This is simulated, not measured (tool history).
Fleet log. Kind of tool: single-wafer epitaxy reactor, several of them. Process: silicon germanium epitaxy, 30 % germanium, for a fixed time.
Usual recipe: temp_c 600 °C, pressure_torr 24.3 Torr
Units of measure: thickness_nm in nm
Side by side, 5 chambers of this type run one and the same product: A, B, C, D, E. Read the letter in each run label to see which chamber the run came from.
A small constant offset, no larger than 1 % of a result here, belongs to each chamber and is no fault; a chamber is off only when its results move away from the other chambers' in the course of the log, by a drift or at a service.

run	hour	temp_c	pressure_torr	read-back reference wafer on the same gauge, thickness_nm	thickness_nm
1A	5.6	600	24.3	65.207	63.699
2C	15.4	600	24.3	65.181	63.82
3E	23.8	600	24.3	65.196	63.782
4B	33.3	600	24.3	65.312	62.813
5D	38.4	600	24.3	65.282	64.095
6E	48.4	600	24.3	65.281	63.717
7A	54.7	600	24.3	65.24	64.024
8C	59.8	600	24.3	65.245	63.546
9D	65.9	600	24.3	65.305	63.341
10B	73.8	600	24.3	65.349	64.15
11D	80.1	600	24.3	65.323	63.095
12C	84.8	600	24.3	65.354	64.266
13A	95	600	24.3	65.221	63.783
14B	105.4	600	24.3	65.354	63.567
15E	112.6	600	24.3	65.291	63.9
16D	120.8	600	24.3	65.316	63.602
17E	130.5	600	24.3	65.177	64.341
18C	140.1	600	24.3	65.242	64.284
19B	147.6	593	20.7	65.306	52.745
# hour 151.3: chamber B: pyrometer calibrated
20A	153.3	593	20.7	65.275	53.517
21D	159.7	593	20.7	65.264	52.231
22C	170.5	593	20.7	65.237	52.524
23E	177.6	593	20.7	65.311	53.355
24B	184	600	24.3	65.155	63.445
# hour 187.8: chamber C: pyrometer calibrated
25A	193.2	607	24.3	65.231	73
26D	199.2	607	24.3	65.192	72.41
27A	210	607	24.3	65.334	72.13
28C	214.6	607	24.3	65.271	73.202
29E	225.3	607	24.3	65.243	72.57
30B	233.6	600	24.3	65.217	63.267
31E	240.5	600	24.3	65.292	63.829
32C	246.6	600	24.3	65.442	63.839
33A	254.6	600	24.3	65.339	63.648
34D	261.2	600	24.3	65.224	62.988
35B	269.7	600	24.3	65.294	62.843
36A	279.1	600	24.3	65.277	63.773
37D	289.9	600	24.3	65.376	63.742

Next, every chamber runs the same settings. What will each give?
38A	297.6	608	24.3		?
38B	297.6	608	24.3		?
38C	297.6	608	24.3		?
38D	297.6	608	24.3		?
38E	297.6	608	24.3		?

run	thickness_nm
38A	73.832
38B	72.522
38C	74.334
38D	73.195
38E	73.783
